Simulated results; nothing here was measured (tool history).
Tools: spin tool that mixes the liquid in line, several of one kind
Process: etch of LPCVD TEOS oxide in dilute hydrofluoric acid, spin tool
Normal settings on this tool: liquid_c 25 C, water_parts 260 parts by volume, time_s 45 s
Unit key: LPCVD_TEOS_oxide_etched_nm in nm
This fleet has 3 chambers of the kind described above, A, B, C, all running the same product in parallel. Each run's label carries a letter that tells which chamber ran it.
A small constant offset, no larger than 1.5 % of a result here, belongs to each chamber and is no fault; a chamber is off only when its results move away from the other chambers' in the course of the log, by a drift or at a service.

run    day  liquid_c  water_parts  time_s  hours since the thermometer was replaced  hours since the hydrofluoric acid flow meter was replaced  read-back film thickness of the LPCVD TEOS oxide reference wafer, read on the same gauge (nm)  LPCVD_TEOS_oxide_etched_nm
 1B  0.108        25          260      45                                     806.3                                                      541.4                                                                                         150.04                      8.3414
 2A  0.321        25          260      45                                    1858.7                                                       71.4                                                                                         150.01                      8.4100
 3C  0.508        25          260      45                                     383.9                                                      257.2                                                                                         149.99                      8.3243
 4B  0.712        25          260      45                                     820.8                                                      555.9                                                                                         150.00                      8.1723
 5A  0.842        25          260      45                                    1871.2                                                       83.9                                                                                         149.97                      8.5192
 6C  0.962        25          260      45                                     394.8                                                      268.1                                                                                         150.04                      8.5207
 7C  1.171        23          260      45                                     399.8                                                      273.1                                                                                         149.97                      7.8802
 8B  1.333        23          260      45                                     835.7                                                      570.8                                                                                         150.01                      7.8359
 9A  1.446        23          260      45                                    1885.7                                                       98.4                                                                                         150.00                      7.8967
10A  1.658        25          260      45                                    1890.8                                                      103.5                                                                                         150.01                      8.4263
11C  1.775        25          260      45                                     414.3                                                      287.6                                                                                         150.00                      8.4247
12B  1.967        25          260      45                                     850.9                                                      586.0                                                                                         149.99                      8.5034
13C  2.129        25          260      45                                     422.8                                                      296.1                                                                                         149.98                      8.3488
14A  2.342        25          260      45                                    1907.2                                                      119.9                                                                                         150.01                      8.3121
15B  2.471        25          260      45                                     863.0                                                      598.1                                                                                         150.01                      8.3489
16C  2.617        25          260      45                                     434.5                                                      307.8                                                                                         150.00                      8.4265
17A  2.779        25          260      45                                    1917.7                                                      130.4                                                                                         149.99                      8.4577
18B  2.921        25          260      45                                     873.8                                                      608.9                                                                                         150.01                      8.3226
19C  3.021        25          260      45                                     444.2                                                      317.5                                                                                         150.03                      8.4758
20B  3.121        25          260      45                                     878.6                                                      613.7                                                                                         149.97                      8.2352
21A  3.271        25          260      45                                    1929.5                                                      142.2                                                                                         150.04                      8.3743
22A  3.408        25          260      45                                    1932.8                                                      145.5                                                                                         149.99                      8.3549
23C  3.529        25          210      45                                     456.4                                                      329.7                                                                                         150.00                     11.0380
24B  3.671        25          210      45                                     891.8                                                      626.9                                                                                         149.97                     10.9150
25C  3.879        25          210      45                                     464.8                                                      338.1                                                                                         150.01                     11.0230
26A  4.071        25          260      45                                    1948.7                                                      161.4                                                                                         150.02                      8.4853
27B  4.175        25          260      45                                     903.9                                                      639.0                                                                                         149.99                      8.2251

All chambers now run identical settings, listed one chamber a line with results as question marks. What results will each chamber show?
28A  4.333        25          260      65                                                                                                                                                                                                                               ?
28B  4.333        25          260      65                                                                                                                                                                                                                               ?
28C  4.333        25          260      65                                                                                                                                                                                                                               ?

run  LPCVD_TEOS_oxide_etched_nm
28A                     12.2880
28B                     11.8760
28C                     11.9870
